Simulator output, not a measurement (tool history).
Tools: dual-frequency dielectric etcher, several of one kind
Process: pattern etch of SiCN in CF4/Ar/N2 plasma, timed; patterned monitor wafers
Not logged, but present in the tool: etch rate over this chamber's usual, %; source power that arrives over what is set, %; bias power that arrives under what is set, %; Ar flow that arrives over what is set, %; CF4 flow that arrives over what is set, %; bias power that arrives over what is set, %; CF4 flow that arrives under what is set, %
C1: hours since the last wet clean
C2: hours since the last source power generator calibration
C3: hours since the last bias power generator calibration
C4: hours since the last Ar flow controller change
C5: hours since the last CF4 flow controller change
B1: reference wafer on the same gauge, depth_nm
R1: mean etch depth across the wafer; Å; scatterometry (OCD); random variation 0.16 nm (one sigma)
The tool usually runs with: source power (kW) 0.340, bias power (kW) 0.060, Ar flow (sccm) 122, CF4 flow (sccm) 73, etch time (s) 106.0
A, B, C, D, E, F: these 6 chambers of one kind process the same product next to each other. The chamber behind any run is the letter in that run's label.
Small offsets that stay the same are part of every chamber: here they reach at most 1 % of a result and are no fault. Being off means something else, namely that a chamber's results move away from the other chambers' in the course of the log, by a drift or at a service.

{"run": "1F", "day": 0.329, "source power (kW)": 0.34, "bias power (kW)": 0.06, "Ar flow (sccm)": 122, "CF4 flow (sccm)": 73, "etch time (s)": 106.0, "C1": 355.4, "C2": 1176.0, "C3": 698.6, "C4": 3828.2, "C5": 2855.3, "B1": 73.8, "R1": 648.21}
{"run": "2C", "day": 0.621, "source power (kW)": 0.34, "bias power (kW)": 0.06, "Ar flow (sccm)": 122, "CF4 flow (sccm)": 73, "etch time (s)": 106.0, "C1": 145.1, "C2": 650.6, "C3": 2304.5, "C4": 2664.3, "C5": 2578.2, "B1": 73.799, "R1": 658.14}
{"run": "3B", "day": 1.008, "source power (kW)": 0.34, "bias power (kW)": 0.06, "Ar flow (sccm)": 122, "CF4 flow (sccm)": 73, "etch time (s)": 106.0, "C1": 153.0, "C2": 2919.2, "C3": 3124.9, "C4": 4247.0, "C5": 265.8, "B1": 73.754, "R1": 655.82}
{"run": "4D", "day": 1.229, "source power (kW)": 0.34, "bias power (kW)": 0.06, "Ar flow (sccm)": 122, "CF4 flow (sccm)": 73, "etch time (s)": 106.0, "C1": 103.9, "C2": 1875.2, "C3": 87.9, "C4": 1995.0, "C5": 2069.3, "B1": 73.814, "R1": 660.8}
{"run": "5A", "day": 1.421, "source power (kW)": 0.34, "bias power (kW)": 0.06, "Ar flow (sccm)": 138, "CF4 flow (sccm)": 73, "etch time (s)": 106.0, "C1": 139.4, "C2": 2271.0, "C3": 2953.9, "C4": 2399.8, "C5": 611.4, "B1": 73.825, "R1": 636.96}
{"run": "6E", "day": 1.721, "source power (kW)": 0.34, "bias power (kW)": 0.06, "Ar flow (sccm)": 138, "CF4 flow (sccm)": 73, "etch time (s)": 106.0, "C1": 172.9, "C2": 913.7, "C3": 1366.3, "C4": 230.2, "C5": 2641.3, "B1": 73.847, "R1": 645.75}
{"run": "7A", "day": 2.1, "source power (kW)": 0.34, "bias power (kW)": 0.06, "Ar flow (sccm)": 138, "CF4 flow (sccm)": 73, "etch time (s)": 106.0, "C1": 155.7, "C2": 2287.3, "C3": 2970.2, "C4": 2416.1, "C5": 627.7, "B1": 73.79, "R1": 637.36}
{"run": "8E", "day": 2.504, "source power (kW)": 0.34, "bias power (kW)": 0.06, "Ar flow (sccm)": 138, "CF4 flow (sccm)": 73, "etch time (s)": 106.0, "C1": 191.7, "C2": 932.5, "C3": 1385.1, "C4": 249.0, "C5": 2660.1, "B1": 73.793, "R1": 647.33}
{"day": 2.588, "done": "chamber F: wet clean of the chamber"}
{"run": "9C", "day": 2.825, "source power (kW)": 0.34, "bias power (kW)": 0.06, "Ar flow (sccm)": 138, "CF4 flow (sccm)": 73, "etch time (s)": 106.0, "C1": 198.0, "C2": 703.5, "C3": 2357.4, "C4": 2717.2, "C5": 2631.1, "B1": 73.794, "R1": 646.23}
{"run": "10D", "day": 3.225, "source power (kW)": 0.34, "bias power (kW)": 0.06, "Ar flow (sccm)": 138, "CF4 flow (sccm)": 73, "etch time (s)": 106.0, "C1": 151.8, "C2": 1923.1, "C3": 135.8, "C4": 2042.9, "C5": 2117.2, "B1": 73.837, "R1": 648.38}
{"run": "11F", "day": 3.554, "source power (kW)": 0.34, "bias power (kW)": 0.06, "Ar flow (sccm)": 122, "CF4 flow (sccm)": 73, "etch time (s)": 106.0, "C1": 23.3, "C2": 1253.4, "C3": 776.0, "C4": 3905.6, "C5": 2932.7, "B1": 73.766, "R1": 647.72}
{"run": "12B", "day": 3.775, "source power (kW)": 0.34, "bias power (kW)": 0.06, "Ar flow (sccm)": 122, "CF4 flow (sccm)": 73, "etch time (s)": 106.0, "C1": 219.4, "C2": 2985.6, "C3": 3191.3, "C4": 4313.4, "C5": 332.2, "B1": 73.764, "R1": 655.97}
{"run": "13C", "day": 4.046, "source power (kW)": 0.34, "bias power (kW)": 0.06, "Ar flow (sccm)": 122, "CF4 flow (sccm)": 73, "etch time (s)": 106.0, "C1": 227.3, "C2": 732.8, "C3": 2386.7, "C4": 2746.5, "C5": 2660.4, "B1": 73.804, "R1": 657.57}
{"run": "14F", "day": 4.458, "source power (kW)": 0.34, "bias power (kW)": 0.06, "Ar flow (sccm)": 122, "CF4 flow (sccm)": 73, "etch time (s)": 106.0, "C1": 45.0, "C2": 1275.1, "C3": 797.7, "C4": 3927.3, "C5": 2954.4, "B1": 73.82, "R1": 650.21}
{"run": "15E", "day": 4.838, "source power (kW)": 0.34, "bias power (kW)": 0.06, "Ar flow (sccm)": 122, "CF4 flow (sccm)": 73, "etch time (s)": 106.0, "C1": 247.7, "C2": 988.5, "C3": 1441.1, "C4": 305.0, "C5": 2716.1, "B1": 73.805, "R1": 658.58}
{"run": "16A", "day": 5.129, "source power (kW)": 0.34, "bias power (kW)": 0.06, "Ar flow (sccm)": 122, "CF4 flow (sccm)": 73, "etch time (s)": 106.0, "C1": 228.4, "C2": 2360.0, "C3": 3042.9, "C4": 2488.8, "C5": 700.4, "B1": 73.786, "R1": 648.31}
{"run": "17B", "day": 5.379, "source power (kW)": 0.34, "bias power (kW)": 0.06, "Ar flow (sccm)": 122, "CF4 flow (sccm)": 73, "etch time (s)": 106.0, "C1": 257.9, "C2": 3024.1, "C3": 3229.8, "C4": 4351.9, "C5": 370.7, "B1": 73.807, "R1": 656.49}
{"day": 5.517, "done": "chamber D: CF4 flow controller replaced"}
{"run": "18D", "day": 5.625, "source power (kW)": 0.34, "bias power (kW)": 0.06, "Ar flow (sccm)": 122, "CF4 flow (sccm)": 73, "etch time (s)": 106.0, "C1": 209.4, "C2": 1980.7, "C3": 193.4, "C4": 2100.5, "C5": 2.6, "B1": 73.82, "R1": 659.64}
{"run": "19F", "day": 5.996, "source power (kW)": 0.34, "bias power (kW)": 0.06, "Ar flow (sccm)": 122, "CF4 flow (sccm)": 73, "etch time (s)": 106.0, "C1": 81.9, "C2": 1312.0, "C3": 834.6, "C4": 3964.2, "C5": 2991.3, "B1": 73.819, "R1": 648.68}
{"run": "20A", "day": 6.246, "source power (kW)": 0.34, "bias power (kW)": 0.06, "Ar flow (sccm)": 122, "CF4 flow (sccm)": 73, "etch time (s)": 106.0, "C1": 255.2, "C2": 2386.8, "C3": 3069.7, "C4": 2515.6, "C5": 727.2, "B1": 73.834, "R1": 647.83}
{"run": "21D", "day": 6.562, "source power (kW)": 0.34, "bias power (kW)": 0.06, "Ar flow (sccm)": 122, "CF4 flow (sccm)": 73, "etch time (s)": 106.0, "C1": 231.9, "C2": 2003.2, "C3": 215.9, "C4": 2123.0, "C5": 25.1, "B1": 73.816, "R1": 657.78}
{"run": "22E", "day": 6.912, "source power (kW)": 0.34, "bias power (kW)": 0.06, "Ar flow (sccm)": 122, "CF4 flow (sccm)": 73, "etch time (s)": 106.0, "C1": 297.5, "C2": 1038.3, "C3": 1490.9, "C4": 354.8, "C5": 2765.9, "B1": 73.788, "R1": 659.21}
{"run": "23B", "day": 7.279, "source power (kW)": 0.34, "bias power (kW)": 0.06, "Ar flow (sccm)": 135, "CF4 flow (sccm)": 73, "etch time (s)": 131.5, "C1": 303.5, "C2": 3069.7, "C3": 3275.4, "C4": 4397.5, "C5": 416.3, "B1": 73.84, "R1": 801.68}
{"run": "24C", "day": 7.471, "source power (kW)": 0.34, "bias power (kW)": 0.06, "Ar flow (sccm)": 135, "CF4 flow (sccm)": 73, "etch time (s)": 131.5, "C1": 309.5, "C2": 815.0, "C3": 2468.9, "C4": 2828.7, "C5": 2742.6, "B1": 73.758, "R1": 808.67}
{"run": "25E", "day": 7.712, "source power (kW)": 0.34, "bias power (kW)": 0.06, "Ar flow (sccm)": 135, "CF4 flow (sccm)": 73, "etch time (s)": 131.5, "C1": 316.7, "C2": 1057.5, "C3": 1510.1, "C4": 374.0, "C5": 2785.1, "B1": 73.785, "R1": 807.38}
{"run": "26F", "day": 7.938, "source power (kW)": 0.34, "bias power (kW)": 0.06, "Ar flow (sccm)": 135, "CF4 flow (sccm)": 73, "etch time (s)": 131.5, "C1": 128.5, "C2": 1358.6, "C3": 881.2, "C4": 4010.8, "C5": 3037.9, "B1": 73.828, "R1": 795.49}
{"run": "27C", "day": 8.217, "source power (kW)": 0.34, "bias power (kW)": 0.06, "Ar flow (sccm)": 135, "CF4 flow (sccm)": 73, "etch time (s)": 131.5, "C1": 327.4, "C2": 832.9, "C3": 2486.8, "C4": 2846.6, "C5": 2760.5, "B1": 73.748, "R1": 812.05}
{"run": "28B", "day": 8.6, "source power (kW)": 0.34, "bias power (kW)": 0.06, "Ar flow (sccm)": 135, "CF4 flow (sccm)": 73, "etch time (s)": 131.5, "C1": 335.2, "C2": 3101.4, "C3": 3307.1, "C4": 4429.2, "C5": 448.0, "B1": 73.786, "R1": 801.46}
{"run": "29D", "day": 8.925, "source power (kW)": 0.34, "bias power (kW)": 0.06, "Ar flow (sccm)": 122, "CF4 flow (sccm)": 73, "etch time (s)": 106.0, "C1": 288.6, "C2": 2059.9, "C3": 272.6, "C4": 2179.7, "C5": 81.8, "B1": 73.783, "R1": 661.27}
{"run": "30A", "day": 9.342, "source power (kW)": 0.34, "bias power (kW)": 0.06, "Ar flow (sccm)": 122, "CF4 flow (sccm)": 73, "etch time (s)": 106.0, "C1": 329.5, "C2": 2461.1, "C3": 3144.0, "C4": 2589.9, "C5": 801.5, "B1": 73.831, "R1": 649.93}
{"run": "31D", "day": 9.738, "source power (kW)": 0.34, "bias power (kW)": 0.06, "Ar flow (sccm)": 122, "CF4 flow (sccm)": 73, "etch time (s)": 126.0, "C1": 308.1, "C2": 2079.4, "C3": 292.1, "C4": 2199.2, "C5": 101.3, "B1": 73.811, "R1": 785.47}
{"run": "32E", "day": 9.983, "source power (kW)": 0.34, "bias power (kW)": 0.06, "Ar flow (sccm)": 122, "CF4 flow (sccm)": 73, "etch time (s)": 126.0, "C1": 371.2, "C2": 1112.0, "C3": 1564.6, "C4": 428.5, "C5": 2839.6, "B1": 73.8, "R1": 781.19}
{"day": 10.212, "done": "chamber E: wet clean of the chamber"}
{"run": "33B", "day": 10.217, "source power (kW)": 0.34, "bias power (kW)": 0.06, "Ar flow (sccm)": 122, "CF4 flow (sccm)": 73, "etch time (s)": 126.0, "C1": 374.0, "C2": 3140.2, "C3": 3345.9, "C4": 4468.0, "C5": 486.8, "B1": 73.774, "R1": 780.19}
{"run": "34C", "day": 10.438, "source power (kW)": 0.34, "bias power (kW)": 0.06, "Ar flow (sccm)": 122, "CF4 flow (sccm)": 73, "etch time (s)": 126.0, "C1": 380.7, "C2": 886.2, "C3": 2540.1, "C4": 2899.9, "C5": 2813.8, "B1": 73.838, "R1": 793.51}
{"run": "35A", "day": 10.708, "source power (kW)": 0.34, "bias power (kW)": 0.06, "Ar flow (sccm)": 122, "CF4 flow (sccm)": 73, "etch time (s)": 126.0, "C1": 362.3, "C2": 2493.9, "C3": 3176.8, "C4": 2622.7, "C5": 834.3, "B1": 73.808, "R1": 776.37}
{"run": "36F", "day": 10.938, "source power (kW)": 0.34, "bias power (kW)": 0.06, "Ar flow (sccm)": 122, "CF4 flow (sccm)": 73, "etch time (s)": 126.0, "C1": 200.5, "C2": 1430.6, "C3": 953.2, "C4": 4082.8, "C5": 3109.9, "B1": 73.786, "R1": 768.32}
{"run": "37C", "day": 11.188, "source power (kW)": 0.34, "bias power (kW)": 0.06, "Ar flow (sccm)": 122, "CF4 flow (sccm)": 73, "etch time (s)": 106.0, "C1": 398.7, "C2": 904.2, "C3": 2558.1, "C4": 2917.9, "C5": 2831.8, "B1": 73.831, "R1": 667.79}
{"run": "38E", "day": 11.612, "source power (kW)": 0.27, "bias power (kW)": 0.06, "Ar flow (sccm)": 122, "CF4 flow (sccm)": 73, "etch time (s)": 106.0, "C1": 33.6, "C2": 1151.1, "C3": 1603.7, "C4": 467.6, "C5": 2878.7, "B1": 73.821, "R1": 534.34}
{"run": "39F", "day": 11.804, "source power (kW)": 0.27, "bias power (kW)": 0.06, "Ar flow (sccm)": 122, "CF4 flow (sccm)": 73, "etch time (s)": 106.0, "C1": 221.3, "C2": 1451.4, "C3": 974.0, "C4": 4103.6, "C5": 3130.7, "B1": 73.797, "R1": 527.39}
{"run": "40B", "day": 12.125, "source power (kW)": 0.27, "bias power (kW)": 0.06, "Ar flow (sccm)": 122, "CF4 flow (sccm)": 73, "etch time (s)": 106.0, "C1": 419.8, "C2": 3186.0, "C3": 3391.7, "C4": 4513.8, "C5": 532.6, "B1": 73.802, "R1": 535.32}
{"run": "41D", "day": 12.517, "source power (kW)": 0.27, "bias power (kW)": 0.06, "Ar flow (sccm)": 122, "CF4 flow (sccm)": 73, "etch time (s)": 106.0, "C1": 374.8, "C2": 2146.1, "C3": 358.8, "C4": 2265.9, "C5": 168.0, "B1": 73.807, "R1": 539.81}

Does one chamber stand apart from the rest, does the shared gauge drift, or is all well apart from small per-chamber offsets? Give the chamber and the most likely cause, where there is one.

It is chamber C that slowly wanders off from its peers.
Most likely cause: source power that arrives over what is set, % = 2.03.
It could be hard to tell apart here from: etch rate over this chamber's usual, %; bias power that arrives over what is set, %.

Below are 4 candidate recipes for chamber C's next run, each the usual settings with a change, their results shown as question marks. Which of them brings C's results back in line with what the other chambers give on the usual settings?
Allowed miss from the other chambers' usual-settings mean, per result, to count as in line: R1 5.80 Å
{"run": "42C-1", "day": 12.825, "source power (kW)": 0.34, "bias power (kW)": 0.06, "Ar flow (sccm)": 122, "CF4 flow (sccm)": 73, "etch time (s)": 103.5, "R1": "?"}
{"run": "42C-2", "day": 12.825, "source power (kW)": 0.34, "bias power (kW)": 0.067, "Ar flow (sccm)": 116, "CF4 flow (sccm)": 73, "etch time (s)": 106.0, "R1": "?"}
{"run": "42C-3", "day": 12.825, "source power (kW)": 0.35, "bias power (kW)": 0.06, "Ar flow (sccm)": 122, "CF4 flow (sccm)": 73, "etch time (s)": 106.0, "R1": "?"}
{"run": "42C-4", "day": 12.825, "source power (kW)": 0.34, "bias power (kW)": 0.054, "Ar flow (sccm)": 127, "CF4 flow (sccm)": 73, "etch time (s)": 106.0, "R1": "?"}

The mean the other chambers reach with the usual settings: R1 654.62 Å
run=42C-1 R1=654.39
run=42C-2 R1=702.62
run=42C-3 R1=687.61
run=42C-4 R1=641.57
42C-1 puts the chamber back in line with the other chambers.
